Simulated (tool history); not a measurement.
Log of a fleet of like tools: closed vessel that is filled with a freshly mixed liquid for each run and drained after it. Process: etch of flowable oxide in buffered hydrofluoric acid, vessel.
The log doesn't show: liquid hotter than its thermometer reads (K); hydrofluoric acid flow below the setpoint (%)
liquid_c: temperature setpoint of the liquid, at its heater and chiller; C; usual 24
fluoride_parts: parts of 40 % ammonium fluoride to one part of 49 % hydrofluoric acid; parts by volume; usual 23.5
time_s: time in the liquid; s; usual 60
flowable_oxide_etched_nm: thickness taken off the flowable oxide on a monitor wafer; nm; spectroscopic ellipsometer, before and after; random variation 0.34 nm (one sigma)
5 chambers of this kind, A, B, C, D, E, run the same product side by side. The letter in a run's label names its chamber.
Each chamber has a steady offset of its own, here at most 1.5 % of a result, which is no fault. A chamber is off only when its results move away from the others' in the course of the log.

| run | hour | liquid_c | fluoride_parts | time_s | hours since the thermometer was replaced | hours since the hydrofluoric acid flow meter was replaced | read-back film thickness of the flowable oxide reference wafer, read on the same gauge (nm) | flowable_oxide_etched_nm |
|---|---|---|---|---|---|---|---|---|
| 1D | 12.4 | 24 | 23.5 | 60 | 1763.9 | 343 | 39.975 | 76.549 |
| 2E | 18.9 | 24 | 23.5 | 60 | 1511.9 | 1621.2 | 39.994 | 78.422 |
|  | 23.1 | chamber B: thermometer replaced |
| 3B | 27.8 | 24 | 23.5 | 60 | 4.8 | 621.8 | 39.995 | 77.748 |
| 4C | 40.3 | 24 | 23.5 | 60 | 1368.1 | 1309.6 | 39.993 | 77.745 |
| 5A | 48.1 | 24 | 23.5 | 60 | 509.2 | 1834.2 | 40.02 | 77.538 |
| 6E | 54.1 | 24 | 23.5 | 60 | 1547.1 | 1656.4 | 40.021 | 78.577 |
| 7A | 67.6 | 24 | 23.5 | 60 | 528.7 | 1853.7 | 39.992 | 77.202 |
| 8B | 75.4 | 24 | 23.5 | 60 | 52.4 | 669.4 | 40 | 77.477 |
| 9C | 81.8 | 24 | 23.5 | 60 | 1409.6 | 1351.1 | 40.004 | 77.585 |
| 10D | 94 | 21 | 28 | 60 | 1845.5 | 424.6 | 39.979 | 57.823 |
| 11D | 102.5 | 21 | 28 | 60 | 1854 | 433.1 | 39.989 | 58.409 |
| 12C | 113.4 | 21 | 28 | 60 | 1441.2 | 1382.7 | 40.016 | 58.634 |
| 13B | 122.6 | 21 | 28 | 60 | 99.6 | 716.6 | 40.007 | 57.977 |
| 14E | 134.4 | 21 | 28 | 60 | 1627.4 | 1736.7 | 39.987 | 58.584 |
| 15A | 140.7 | 24 | 23.5 | 60 | 601.8 | 1926.8 | 40.007 | 77.515 |
| 16B | 152.9 | 24 | 29 | 60 | 129.9 | 746.9 | 40.003 | 67.834 |
| 17E | 165.5 | 24 | 29 | 60 | 1658.5 | 1767.8 | 40.008 | 67.831 |
| 18A | 177.9 | 24 | 29 | 60 | 639 | 1964 | 40 | 66.79 |
| 19D | 190.9 | 24 | 29 | 60 | 1942.4 | 521.5 | 39.991 | 66.296 |
| 20C | 202.9 | 24 | 29 | 60 | 1530.7 | 1472.2 | 40 | 67.535 |
| 21A | 209.9 | 24 | 20 | 85 | 671 | 1996 | 40.03 | 123.42 |
| 22B | 217.1 | 24 | 20 | 85 | 194.1 | 811.1 | 40.002 | 122.71 |
| 23D | 229.2 | 24 | 20 | 85 | 1980.7 | 559.8 | 40.008 | 122.66 |
| 24E | 238.6 | 24 | 20 | 85 | 1731.6 | 1840.9 | 40.019 | 124.31 |
| 25C | 252.1 | 24 | 20 | 85 | 1579.9 | 1521.4 | 39.988 | 125.41 |
| 26B | 261.6 | 24 | 23.5 | 60 | 238.6 | 855.6 | 40.001 | 77.402 |
| 27A | 273.2 | 24 | 17.5 | 60 | 734.3 | 2059.3 | 40.002 | 99.25 |
| 28E | 281.3 | 24 | 17.5 | 60 | 1774.3 | 1883.6 | 39.966 | 99.953 |
| 29C | 291 | 24 | 17.5 | 60 | 1618.8 | 1560.3 | 40.031 | 101.85 |
| 30D | 299.1 | 24 | 17.5 | 60 | 2050.6 | 629.7 | 40.026 | 98.568 |
|  | 309.2 | chamber D: thermometer replaced |
| 31A | 309.2 | 24 | 17.5 | 60 | 770.3 | 2095.3 | 40.005 | 99.276 |
| 32C | 315.9 | 24 | 23.5 | 60 | 1643.7 | 1585.2 | 39.965 | 79.496 |
| 33E | 325 | 24 | 23.5 | 60 | 1818 | 1927.3 | 40.004 | 79.001 |
| 34D | 338 | 24 | 23.5 | 60 | 28.8 | 668.6 | 39.982 | 77.134 |

All 5 chambers run these settings next. Forecast each chamber's results:
| 35A | 347.9 | 24 | 23.5 | 60 |  |  |  | ? |
| 35B | 347.9 | 24 | 23.5 | 60 |  |  |  | ? |
| 35C | 347.9 | 24 | 23.5 | 60 |  |  |  | ? |
| 35D | 347.9 | 24 | 23.5 | 60 |  |  |  | ? |
| 35E | 347.9 | 24 | 23.5 | 60 |  |  |  | ? |

| run | flowable_oxide_etched_nm |
|---|---|
| 35A | 77.559 |
| 35B | 78.061 |
| 35C | 79.94 |
| 35D | 77.101 |
| 35E | 78.343 |
